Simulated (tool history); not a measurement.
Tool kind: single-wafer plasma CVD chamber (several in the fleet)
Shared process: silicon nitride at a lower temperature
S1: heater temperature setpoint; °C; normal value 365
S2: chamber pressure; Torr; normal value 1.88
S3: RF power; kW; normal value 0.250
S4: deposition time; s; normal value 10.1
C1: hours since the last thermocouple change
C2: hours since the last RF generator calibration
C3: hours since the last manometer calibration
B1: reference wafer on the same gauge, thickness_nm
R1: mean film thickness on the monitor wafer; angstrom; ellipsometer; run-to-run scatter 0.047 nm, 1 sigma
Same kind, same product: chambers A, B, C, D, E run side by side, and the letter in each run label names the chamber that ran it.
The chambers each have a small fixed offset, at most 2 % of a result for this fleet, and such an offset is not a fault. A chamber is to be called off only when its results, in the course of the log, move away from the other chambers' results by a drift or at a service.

run	hour	S1	S2	S3	S4	C1	C2	C3	B1	R1
# hour 7.1: chamber D: RF generator calibrated
1D	8.8	365	1.88	0.250	10.1	1090.7	1.7	796.6	10.795	109.240
2A	17.8	365	1.88	0.250	10.1	982.2	1541.9	2184.6	10.801	107.600
3B	32.4	365	1.88	0.250	10.1	1335.7	545.2	427.9	10.805	109.450
4C	46.9	365	1.88	0.250	10.1	1267.5	505.1	1042.9	10.800	108.360
5E	56.6	365	1.88	0.250	10.1	601.1	693.9	84.2	10.785	109.110
# hour 57.5: chamber C: capacitance manometer re-zeroed and calibrated
6E	69.7	365	1.88	0.205	10.1	614.2	707.0	97.3	10.788	94.422
7B	83.9	365	1.88	0.205	10.1	1387.2	596.7	479.4	10.800	95.020
8C	93.5	365	1.88	0.205	10.1	1314.1	551.7	36.1	10.798	94.095
# hour 94.3: chamber B: thermocouple changed; heater temperature recalibrated
9D	101.5	365	1.88	0.205	10.1	1183.4	94.4	889.3	10.798	95.439
10A	111.6	365	1.88	0.205	10.1	1076.0	1635.7	2278.4	10.803	92.565
11B	121.2	365	1.88	0.250	10.1	27.0	634.0	516.7	10.795	109.380
12E	131.7	365	1.88	0.250	10.1	676.2	769.0	159.3	10.803	109.200
13D	143.1	358	1.88	0.250	8.7	1225.0	136.0	930.9	10.796	94.881
14C	154.2	358	1.88	0.250	8.7	1374.8	612.4	96.8	10.794	93.005
# hour 160.6: chamber A: RF generator calibrated
15A	162.4	358	1.88	0.250	8.7	1126.8	1.9	2329.2	10.798	92.697
16A	171.5	358	1.88	0.250	8.7	1135.9	11.0	2338.3	10.785	91.738
17C	179.7	358	1.88	0.250	8.7	1400.3	637.9	122.3	10.800	92.848
18D	192.1	365	1.88	0.250	10.1	1274.0	185.0	979.9	10.796	109.590
19E	201.8	365	1.88	0.250	10.1	746.3	839.1	229.4	10.789	109.780
20B	208.6	365	1.88	0.250	10.1	114.4	721.4	604.1	10.793	109.220
21B	223.7	365	1.88	0.250	10.1	129.5	736.5	619.2	10.795	109.270
22C	239.2	370	1.88	0.250	8.4	1459.8	697.4	181.8	10.793	88.429
23A	251.0	370	1.88	0.250	8.4	1215.4	90.5	2417.8	10.793	89.042
24E	261.3	370	1.88	0.250	8.4	805.8	898.6	288.9	10.812	90.579
25D	271.5	370	1.88	0.250	8.4	1353.4	264.4	1059.3	10.800	89.760
26E	283.5	370	1.88	0.250	8.4	828.0	920.8	311.1	10.798	90.422
27B	295.7	365	1.88	0.250	10.1	201.5	808.5	691.2	10.802	109.440
# hour 305.2: chamber A: capacitance manometer re-zeroed and calibrated
28A	308.4	365	1.88	0.250	10.1	1272.8	147.9	3.2	10.799	107.280
29D	320.7	365	1.88	0.250	10.1	1402.6	313.6	1108.5	10.808	109.810
# hour 334.9: chamber E: thermocouple changed; heater temperature recalibrated
30C	335.4	365	2.14	0.270	10.1	1556.0	793.6	278.0	10.798	114.920
31A	350.7	365	2.14	0.270	10.1	1315.1	190.2	45.5	10.796	117.220
32E	363.4	365	2.14	0.270	10.1	28.5	1000.7	391.0	10.799	120.020
33B	377.0	365	2.14	0.270	10.1	282.8	889.8	772.5	10.799	120.670

For the next run the whole fleet of 5 chambers uses the same settings. Give each chamber's results:
34A	388.4	365	1.88	0.250	11.6					?
34B	388.4	365	1.88	0.250	11.6					?
34C	388.4	365	1.88	0.250	11.6					?
34D	388.4	365	1.88	0.250	11.6					?
34E	388.4	365	1.88	0.250	11.6					?

run	R1
34A	122.780
34B	126.270
34C	120.680
34D	125.540
34E	126.060
